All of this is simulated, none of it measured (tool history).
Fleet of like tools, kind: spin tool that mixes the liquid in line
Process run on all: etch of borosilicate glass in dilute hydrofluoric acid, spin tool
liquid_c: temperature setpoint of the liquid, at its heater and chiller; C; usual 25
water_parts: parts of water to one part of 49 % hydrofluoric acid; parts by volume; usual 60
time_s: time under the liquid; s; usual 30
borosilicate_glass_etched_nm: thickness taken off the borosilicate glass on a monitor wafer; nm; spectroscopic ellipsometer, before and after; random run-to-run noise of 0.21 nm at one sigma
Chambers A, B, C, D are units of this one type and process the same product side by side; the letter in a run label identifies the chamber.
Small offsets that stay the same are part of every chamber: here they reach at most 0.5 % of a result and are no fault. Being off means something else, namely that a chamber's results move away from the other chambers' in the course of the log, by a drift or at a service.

run,hour,liquid_c,water_parts,time_s,hours since the thermometer was replaced,hours since the hydrofluoric acid flow meter was replaced,"read-back film thickness of the borosilicate glass reference wafer, read on the same gauge (nm)",borosilicate_glass_etched_nm
1A,12.2,25,60,30,1131.2,342.4,139.99,22.539
# hour 14.4: chamber D: hydrofluoric acid flow meter replaced
2C,27,25,60,30,1665.2,269.4,139.96,22.97
3B,39.5,25,60,30,1204.1,418.7,139.99,22.786
4D,48.9,25,60,30,1004.3,34.6,140.01,22.42
5B,59.2,25,35,30,1223.8,438.4,140.01,40.487
6D,67.9,25,35,30,1023.3,53.6,139.98,40.083
7C,81.4,25,35,30,1719.6,323.8,140,40.949
8A,95.6,25,35,30,1214.6,425.8,139.97,38.576
9A,110.5,25,60,30,1229.5,440.7,140.01,22.387
10D,125.2,25,60,30,1080.6,110.9,140,22.68
11B,133.1,25,60,30,1297.7,512.3,140,22.789
12C,145.9,25,60,30,1784.1,388.3,139.99,22.982
13B,159,29,60,30,1323.6,538.2,139.97,26.873
14D,168.4,29,60,30,1123.8,154.1,140.02,27.229
15A,179.1,29,60,30,1298.1,509.3,139.96,25.199
16C,187.3,29,60,30,1825.5,429.7,139.99,26.735
17A,199.5,25,60,40,1318.5,529.7,139.99,28.001
18B,210.2,25,60,40,1374.8,589.4,140.05,30.563
19C,219.5,25,60,40,1857.7,461.9,139.99,30.291
20D,229,25,60,40,1184.4,214.7,139.99,30.119
21C,238.9,25,60,30,1877.1,481.3,140.01,23.033
22B,245.4,25,60,30,1410,624.6,139.99,22.815
23D,253.1,25,60,30,1208.5,238.8,140.02,22.389
24A,261.2,25,60,30,1380.2,591.4,140.01,20.337
25C,273.8,23.5,80,30,1912,516.2,139.99,15.671
26D,280.7,23.5,80,30,1236.1,266.4,139.98,15.752
# hour 289.6: chamber B: hydrofluoric acid flow meter replaced
27B,295.3,23.5,80,30,1459.9,5.7,140.03,15.675
28A,303.9,23.5,80,30,1422.9,634.1,140,13.966

The same settings go to every chamber for the next run, one line per chamber below. Forecast the results for each:
29A,314.6,25,60,30,,,,?
29B,314.6,25,60,30,,,,?
29C,314.6,25,60,30,,,,?
29D,314.6,25,60,30,,,,?

run,borosilicate_glass_etched_nm
29A,20.011
29B,22.35
29C,22.559
29D,22.716

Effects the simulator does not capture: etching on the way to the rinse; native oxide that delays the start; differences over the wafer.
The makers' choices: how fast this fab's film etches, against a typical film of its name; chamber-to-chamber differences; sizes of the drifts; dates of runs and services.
